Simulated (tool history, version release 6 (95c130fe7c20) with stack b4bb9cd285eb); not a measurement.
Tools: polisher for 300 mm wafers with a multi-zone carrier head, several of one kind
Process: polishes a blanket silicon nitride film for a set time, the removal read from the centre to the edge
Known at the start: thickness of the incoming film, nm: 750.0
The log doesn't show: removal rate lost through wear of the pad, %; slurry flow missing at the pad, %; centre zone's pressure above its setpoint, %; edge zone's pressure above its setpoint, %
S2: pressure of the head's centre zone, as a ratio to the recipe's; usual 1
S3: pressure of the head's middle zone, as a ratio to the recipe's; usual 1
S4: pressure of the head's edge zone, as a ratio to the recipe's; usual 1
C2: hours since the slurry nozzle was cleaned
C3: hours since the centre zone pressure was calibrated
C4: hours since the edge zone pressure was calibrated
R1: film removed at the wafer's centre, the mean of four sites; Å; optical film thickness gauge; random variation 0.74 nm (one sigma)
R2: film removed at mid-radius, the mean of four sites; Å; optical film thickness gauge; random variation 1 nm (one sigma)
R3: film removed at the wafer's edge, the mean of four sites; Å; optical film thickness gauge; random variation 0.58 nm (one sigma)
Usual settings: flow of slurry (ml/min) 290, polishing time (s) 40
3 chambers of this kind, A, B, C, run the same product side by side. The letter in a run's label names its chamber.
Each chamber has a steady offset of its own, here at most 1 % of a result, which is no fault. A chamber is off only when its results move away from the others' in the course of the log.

run 1C hour=11 | flow_of_slurry_(ml/min)=290 S2=1 S3=1 S4=1 polishing_time_(s)=40 | wafers_polished_on_this_pad=1079 C2=16.4 C3=952.1 C4=1112.6 | R1=770.28 R2=767.72 R3=776.29
run 2B hour=22.4 | flow_of_slurry_(ml/min)=290 S2=1 S3=1 S4=1 polishing_time_(s)=40 | wafers_polished_on_this_pad=264 C2=454.7 C3=118.2 C4=160.8 | R1=773.86 R2=768.69 R3=774.7
run 3A hour=30.6 | flow_of_slurry_(ml/min)=290 S2=1 S3=1 S4=1 polishing_time_(s)=40 | wafers_polished_on_this_pad=436 C2=772.3 C3=34.3 C4=574 | R1=752.93 R2=752.51 R3=774.07
run 4B hour=44.8 | flow_of_slurry_(ml/min)=290 S2=1 S3=1 S4=1 polishing_time_(s)=40 | wafers_polished_on_this_pad=453 C2=477.1 C3=140.6 C4=183.2 | R1=783.34 R2=777.85 R3=766.06
run 5A hour=51 | flow_of_slurry_(ml/min)=290 S2=1 S3=1 S4=1 polishing_time_(s)=40 | wafers_polished_on_this_pad=609 C2=792.7 C3=54.7 C4=594.4 | R1=762.6 R2=781.81 R3=766.82
run 6C hour=62.2 | flow_of_slurry_(ml/min)=290 S2=1 S3=1 S4=1 polishing_time_(s)=40 | wafers_polished_on_this_pad=1512 C2=67.6 C3=1003.3 C4=1163.8 | R1=772 R2=770.86 R3=761.87
-- hour=65.9 chamber B: worn pad replaced by a new one
-- hour=70.1 chamber C: worn pad replaced by a new one
run 7C hour=72.3 | flow_of_slurry_(ml/min)=290 S2=1 S3=1 S4=1.06 polishing_time_(s)=40 | wafers_polished_on_this_pad=19 C2=77.7 C3=1013.4 C4=1173.9 | R1=777.6 R2=767.12 R3=799.94
-- hour=79.9 chamber A: worn pad replaced by a new one
run 8B hour=80.4 | flow_of_slurry_(ml/min)=290 S2=1 S3=1 S4=1.06 polishing_time_(s)=40 | wafers_polished_on_this_pad=123 C2=512.7 C3=176.2 C4=218.8 | R1=773.65 R2=769.05 R3=782.26
-- hour=82.8 chamber A: edge zone pressure recalibrated
run 9A hour=92.4 | flow_of_slurry_(ml/min)=290 S2=1 S3=1 S4=1.06 polishing_time_(s)=40 | wafers_polished_on_this_pad=106 C2=834.1 C3=96.1 C4=9.7 | R1=772.23 R2=764.62 R3=789.34
run 10A hour=104.4 | flow_of_slurry_(ml/min)=290 S2=1 S3=1 S4=1 polishing_time_(s)=40 | wafers_polished_on_this_pad=207 C2=846.1 C3=108.1 C4=21.7 | R1=778.82 R2=785.83 R3=767.38
-- hour=109.6 chamber C: edge zone pressure recalibrated
run 11C hour=113.2 | flow_of_slurry_(ml/min)=290 S2=1 S3=1 S4=1 polishing_time_(s)=40 | wafers_polished_on_this_pad=365 C2=118.6 C3=1054.3 C4=3.7 | R1=789.26 R2=763.91 R3=784.17
-- hour=121.1 chamber A: slurry nozzle cleaned
run 12B hour=121.1 | flow_of_slurry_(ml/min)=290 S2=1 S3=1 S4=1 polishing_time_(s)=40 | wafers_polished_on_this_pad=468 C2=553.4 C3=216.9 C4=259.5 | R1=770.99 R2=774.21 R3=775.89
run 13B hour=129.8 | flow_of_slurry_(ml/min)=290 S2=1 S3=1 S4=1 polishing_time_(s)=40 | wafers_polished_on_this_pad=541 C2=562.1 C3=225.6 C4=268.2 | R1=762.81 R2=775.08 R3=779.9
-- hour=138.9 chamber B: worn pad replaced by a new one
run 14C hour=141.5 | flow_of_slurry_(ml/min)=290 S2=1 S3=1 S4=1 polishing_time_(s)=40 | wafers_polished_on_this_pad=605 C2=146.9 C3=1082.6 C4=32 | R1=775.19 R2=767.99 R3=761.18
run 15A hour=152.1 | flow_of_slurry_(ml/min)=290 S2=1 S3=1 S4=1 polishing_time_(s)=40 | wafers_polished_on_this_pad=611 C2=31.1 C3=155.8 C4=69.4 | R1=767.8 R2=769.78 R3=774.91
run 16A hour=163.6 | flow_of_slurry_(ml/min)=290 S2=1 S3=1 S4=1 polishing_time_(s)=40 | wafers_polished_on_this_pad=709 C2=42.6 C3=167.3 C4=80.9 | R1=776.65 R2=771.89 R3=768.3
run 17C hour=172.4 | flow_of_slurry_(ml/min)=290 S2=1 S3=0.95 S4=1 polishing_time_(s)=40 | wafers_polished_on_this_pad=867 C2=177.8 C3=1113.5 C4=62.9 | R1=768.34 R2=743.3 R3=774.39
-- hour=172.7 chamber C: centre zone pressure recalibrated
run 18B hour=180.4 | flow_of_slurry_(ml/min)=290 S2=1 S3=0.95 S4=1 polishing_time_(s)=40 | wafers_polished_on_this_pad=352 C2=612.7 C3=276.2 C4=318.8 | R1=760.24 R2=737.27 R3=780.47
-- hour=180.7 chamber A: worn pad replaced by a new one
run 19B hour=192.8 | flow_of_slurry_(ml/min)=290 S2=1 S3=0.95 S4=1 polishing_time_(s)=40 | wafers_polished_on_this_pad=457 C2=625.1 C3=288.6 C4=331.2 | R1=766.81 R2=726.63 R3=770.86
run 20A hour=205.5 | flow_of_slurry_(ml/min)=290 S2=1 S3=0.89 S4=0.92 polishing_time_(s)=40 | wafers_polished_on_this_pad=210 C2=84.5 C3=209.2 C4=122.8 | R1=770.34 R2=694.15 R3=744.42
-- hour=211.7 chamber B: worn pad replaced by a new one
run 21C hour=218.7 | flow_of_slurry_(ml/min)=290 S2=1 S3=0.89 S4=0.92 polishing_time_(s)=40 | wafers_polished_on_this_pad=1259 C2=224.1 C3=46.1 C4=109.2 | R1=761.34 R2=684.06 R3=739.45
run 22A hour=225.4 | flow_of_slurry_(ml/min)=290 S2=1 S3=0.89 S4=0.92 polishing_time_(s)=40 | wafers_polished_on_this_pad=378 C2=104.4 C3=229.1 C4=142.7 | R1=766.7 R2=678.08 R3=738.3
run 23B hour=234.9 | flow_of_slurry_(ml/min)=290 S2=1 S3=1 S4=1 polishing_time_(s)=40 | wafers_polished_on_this_pad=196 C2=667.2 C3=330.7 C4=373.3 | R1=771.7 R2=775.65 R3=780.08
run 24C hour=242 | flow_of_slurry_(ml/min)=290 S2=1 S3=1 S4=1 polishing_time_(s)=40 | wafers_polished_on_this_pad=1456 C2=247.4 C3=69.4 C4=132.5 | R1=761.24 R2=777.67 R3=760.14
-- hour=249.3 chamber C: worn pad replaced by a new one
run 25C hour=251.9 | flow_of_slurry_(ml/min)=290 S2=1 S3=1 S4=1 polishing_time_(s)=40 | wafers_polished_on_this_pad=22 C2=257.3 C3=79.3 C4=142.4 | R1=777.69 R2=786.62 R3=768.76
run 26A hour=262.3 | flow_of_slurry_(ml/min)=290 S2=1 S3=1 S4=0.94 polishing_time_(s)=27 | wafers_polished_on_this_pad=691 C2=141.3 C3=266 C4=179.6 | R1=517.74 R2=523.31 R3=507.75
-- hour=273.9 chamber A: worn pad replaced by a new one
run 27B hour=274.3 | flow_of_slurry_(ml/min)=290 S2=1 S3=1 S4=0.94 polishing_time_(s)=27 | wafers_polished_on_this_pad=530 C2=706.6 C3=370.1 C4=412.7 | R1=526.82 R2=522.01 R3=506.89
-- hour=279.2 chamber A: centre zone pressure recalibrated
-- hour=282 chamber B: worn pad replaced by a new one
run 28B hour=288.2 | flow_of_slurry_(ml/min)=290 S2=1 S3=1 S4=0.94 polishing_time_(s)=27 | wafers_polished_on_this_pad=53 C2=720.5 C3=384 C4=426.6 | R1=527.39 R2=521 R3=508.85
run 29A hour=301.2 | flow_of_slurry_(ml/min)=290 S2=1 S3=1 S4=1 polishing_time_(s)=40 | wafers_polished_on_this_pad=231 C2=180.2 C3=22 C4=218.5 | R1=762.67 R2=770.57 R3=767.84
run 30C hour=312.9 | flow_of_slurry_(ml/min)=290 S2=1 S3=1 S4=1 polishing_time_(s)=40 | wafers_polished_on_this_pad=539 C2=318.3 C3=140.3 C4=203.4 | R1=767.41 R2=770.35 R3=765.7
run 31B hour=324.1 | flow_of_slurry_(ml/min)=290 S2=1 S3=1 S4=1 polishing_time_(s)=40 | wafers_polished_on_this_pad=357 C2=756.4 C3=419.9 C4=462.5 | R1=775.23 R2=767.76 R3=763.98
run 32A hour=338.2 | flow_of_slurry_(ml/min)=290 S2=1 S3=1 S4=1 polishing_time_(s)=40 | wafers_polished_on_this_pad=544 C2=217.2 C3=59 C4=255.5 | R1=760.64 R2=768.77 R3=758.83
run 33C hour=344.6 | flow_of_slurry_(ml/min)=290 S2=1 S3=1.07 S4=1 polishing_time_(s)=48 | wafers_polished_on_this_pad=807 C2=350 C3=172 C4=235.1 | R1=923.84 R2=1020 R3=928.6
-- hour=346.6 chamber B: worn pad replaced by a new one
run 34B hour=351.9 | flow_of_slurry_(ml/min)=290 S2=1 S3=1.07 S4=1 polishing_time_(s)=48 | wafers_polished_on_this_pad=45 C2=784.2 C3=447.7 C4=490.3 | R1=924.6 R2=979.92 R3=918.96
run 35A hour=363.3 | flow_of_slurry_(ml/min)=290 S2=1 S3=1.07 S4=1 polishing_time_(s)=48 | wafers_polished_on_this_pad=757 C2=242.3 C3=84.1 C4=280.6 | R1=917.01 R2=1015.7 R3=932.47

Is one chamber off against the others, does the gauge drift, or is nothing wrong? If a chamber is off, say which, and what the likeliest cause is.

No chamber stands off beyond its own small offset, and the gauge holds steady.

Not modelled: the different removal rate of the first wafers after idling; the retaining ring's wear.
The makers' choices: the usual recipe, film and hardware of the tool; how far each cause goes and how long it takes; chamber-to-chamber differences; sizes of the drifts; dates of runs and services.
